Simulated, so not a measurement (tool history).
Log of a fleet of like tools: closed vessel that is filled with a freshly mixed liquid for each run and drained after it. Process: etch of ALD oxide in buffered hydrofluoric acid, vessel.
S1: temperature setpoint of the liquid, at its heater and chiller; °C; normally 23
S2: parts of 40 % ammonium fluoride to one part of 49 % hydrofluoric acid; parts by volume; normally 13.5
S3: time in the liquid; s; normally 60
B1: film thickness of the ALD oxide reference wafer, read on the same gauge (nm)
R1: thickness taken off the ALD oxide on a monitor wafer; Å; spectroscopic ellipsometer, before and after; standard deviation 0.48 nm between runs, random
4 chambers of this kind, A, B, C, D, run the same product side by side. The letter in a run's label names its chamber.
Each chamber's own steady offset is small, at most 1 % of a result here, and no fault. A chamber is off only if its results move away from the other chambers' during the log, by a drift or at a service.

run   hour  S1    S2  S3      B1      R1
 1C   10.8  23  13.5  60  59.999  523.15
 2D   19.9  23  13.5  60  60.014  525.42
 3A   32.3  23  13.5  60  59.999   522.6
 4B   41.9  23  13.5  60  60.001  529.26
 5B   51.6  23  13.5  60  60.003  527.97
 6A   58.6  23  13.5  60  60.013  528.08
 7D   71.2  23  13.5  60  59.983  528.26
      80.8  -- chamber D: thermometer replaced
 8C   83.8  23  13.5  60  60.009  528.47
 9D   96.9  19  13.5  80  59.997  566.85
10C  105.2  19  13.5  80  60.009  561.86
11B    112  19  13.5  80      60   573.4
12A  119.5  19  13.5  80  59.998  563.39
13D  127.2  23  13.5  60  60.001  528.86
14A  137.2  23  13.5  60  59.978  527.67
15B    147  23  13.5  60  59.987  544.83
16C  152.6  23  18.5  90  59.998  590.07
17B  161.2  23  18.5  90  60.005  590.08
     162.1  -- chamber C: thermometer replaced
18A  167.5  23  18.5  90  60.004  577.78
19C  174.7  23  18.5  90  59.989  580.24
20D  185.1  26  13.5  60  59.994  616.84
21B  191.4  26  13.5  60  60.019  651.93
22C  204.1  26  13.5  60  60.004  626.12
23D  210.4  26  13.5  60  59.991  615.89
24A    223  23  13.5  60  60.025  522.91
25C  230.8  23  13.5  60  60.014  536.92
26B  236.8  23  13.5  60  59.986  554.62
27D  243.1  23  13.5  60  60.011  531.11
28A  250.3  23  13.5  60  59.994  531.44
29B  263.2  23  13.5  60  59.998  576.41
30D  271.6  23  13.5  60  59.995  518.12
31A  283.9  23  13.5  60  59.995  532.85

What goes on in this fleet: one chamber off, a drifting gauge, or nothing beyond the chambers' own small offsets? Name the chamber and the cause, if any.

It is chamber B that slowly wanders off from its peers.
Most likely cause: hydrofluoric acid flow above the setpoint (%) = 8.44.
The log may not tell that from: liquid hotter than its thermometer reads (K).

Here are 4 candidates for chamber B's next run, each the usual settings with a change, their results left as question marks. Which one brings its results back in line with what the others give on the usual settings?
In line here means within this much of the mean the other chambers give on the usual settings: R1 17 Å
32B-1  293.3  23.5  13.5  60       ?
32B-2  293.3    23  13.5  65       ?
32B-3  293.3    23  13.5  55       ?
32B-4  293.3  22.5  13.5  60       ?

Average result of the remaining chambers running the usual settings: R1 528.4 Å
  run      R1
32B-1  591.28
32B-2  623.24
32B-3  527.36
32B-4  559.39
With 32B-3, the chamber falls back in line with the rest.
